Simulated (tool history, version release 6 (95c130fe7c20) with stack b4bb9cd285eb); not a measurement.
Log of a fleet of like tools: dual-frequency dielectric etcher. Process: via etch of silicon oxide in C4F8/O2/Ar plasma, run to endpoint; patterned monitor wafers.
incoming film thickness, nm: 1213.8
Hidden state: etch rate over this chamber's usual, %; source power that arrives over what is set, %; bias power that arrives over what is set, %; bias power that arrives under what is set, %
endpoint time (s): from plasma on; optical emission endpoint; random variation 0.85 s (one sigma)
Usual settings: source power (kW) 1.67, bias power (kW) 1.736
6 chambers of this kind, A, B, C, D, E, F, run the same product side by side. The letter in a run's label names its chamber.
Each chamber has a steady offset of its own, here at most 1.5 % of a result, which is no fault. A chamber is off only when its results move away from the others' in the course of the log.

run   hour  source power (kW)  bias power (kW)  hours since the last wet clean  hours since the last source power generator calibration  hours since the last bias power generator calibration  endpoint time (s)
 1A    8.4               1.67            1.736                           237.5                                                    954.4                                                 1133.9             269.27
 2D   15.2               1.67            1.736                             269                                                   1081.7                                                  752.8             268.69
 3C   24.5               1.67            1.736                           455.1                                                    543.2                                                 1158.1             269.86
 4B   34.3               1.67            1.736                            94.8                                                   3259.1                                                  749.5             267.52
 5F   39.7               1.67            1.736                             294                                                    807.4                                                 2808.5             267.82
 6E   46.3               1.67            1.736                           207.9                                                   1423.8                                                  171.6             268.98
 7B   52.8               1.67            1.736                           113.3                                                   3277.6                                                    768             265.95
 8F   60.8               1.36            1.416                           315.1                                                    828.5                                                 2829.6             308.32
 9A   65.4               1.36            1.416                           294.5                                                   1011.4                                                 1190.9             309.46
10C   72.9               1.36            1.416                           503.5                                                    591.6                                                 1206.5             309.58
11D   79.9               1.36            1.416                           333.7                                                   1146.4                                                  817.5             310.36
12E   85.9               1.36            1.416                           247.5                                                   1463.4                                                  211.2             311.16
13D   92.4               1.36            1.416                           346.2                                                   1158.9                                                    830             310.72
14B   99.7               1.67            1.736                           160.2                                                   3324.5                                                  814.9             266.41
15C  108.9               1.67            1.736                           539.5                                                    627.6                                                 1242.5             269.27
16E  118.7               1.67            1.736                           280.3                                                   1496.2                                                    244             269.38
17F    123               1.67            1.736                           377.3                                                    890.7                                                 2891.8             268.62
18A  129.1               1.67            1.736                           358.2                                                   1075.1                                                 1254.6              270.1
       136  -- chamber C: wet clean of the chamber
19B  138.2               1.67            1.736                           198.7                                                     3363                                                  853.4             264.98
20E  147.6               1.67            1.736                           309.2                                                   1525.1                                                  272.9              269.7
     149.8  -- chamber F: wet clean of the chamber
21F  153.5                1.9            1.352                             3.7                                                    921.2                                                 2922.3             272.39
22D  157.9                1.9            1.352                           411.7                                                   1224.4                                                  895.5             271.22
23C  167.2                1.9            1.352                            31.2                                                    685.9                                                 1300.8             272.17
24A  171.8                1.9            1.352                           400.9                                                   1117.8                                                 1297.3             274.27
25A  180.9                1.9            1.352                             410                                                   1126.9                                                 1306.4             274.36
26D  185.7                1.9            1.352                           439.5                                                   1252.2                                                  923.3             273.87
     187.6  -- chamber D: wet clean of the chamber
27B  193.7               1.67            1.736                           254.2                                                   3418.5                                                  908.9              265.1
     200.8  -- chamber E: wet clean of the chamber
28E  200.8               1.67            1.736                               0                                                   1578.3                                                  326.1             268.81
29C  205.5               1.67            1.736                            69.5                                                    724.2                                                 1339.1             267.95
30F    213               1.42             2.09                            63.2                                                    980.7                                                 2981.8             269.78
31A    222               1.42             2.09                           451.1                                                     1168                                                 1347.5             272.01
32F  231.5               1.42             2.09                            81.7                                                    999.2                                                 3000.3             272.06
33B  237.6               1.42             2.09                           298.1                                                   3462.4                                                  952.8             265.05
34C  243.3               1.42             2.09                           107.3                                                      762                                                 1376.9             272.58
35D  248.3               1.42             2.09                            60.7                                                   1314.8                                                  985.9             271.66
36E  255.1               1.67            1.736                            54.3                                                   1632.6                                                  380.4             270.75
37F  261.5               1.67            1.736                           111.7                                                   1029.2                                                 3030.3             269.92

All 6 chambers run these settings next. Forecast each chamber's results:
38A  268.6               1.81            1.736                                                                                                                                                                  ?
38B  268.6               1.81            1.736                                                                                                                                                                  ?
38C  268.6               1.81            1.736                                                                                                                                                                  ?
38D  268.6               1.81            1.736                                                                                                                                                                  ?
38E  268.6               1.81            1.736                                                                                                                                                                  ?
38F  268.6               1.81            1.736                                                                                                                                                                  ?

run  endpoint time (s)
38A             260.74
38B             253.81
38C             260.65
38D              260.4
38E             262.75
38F             260.42

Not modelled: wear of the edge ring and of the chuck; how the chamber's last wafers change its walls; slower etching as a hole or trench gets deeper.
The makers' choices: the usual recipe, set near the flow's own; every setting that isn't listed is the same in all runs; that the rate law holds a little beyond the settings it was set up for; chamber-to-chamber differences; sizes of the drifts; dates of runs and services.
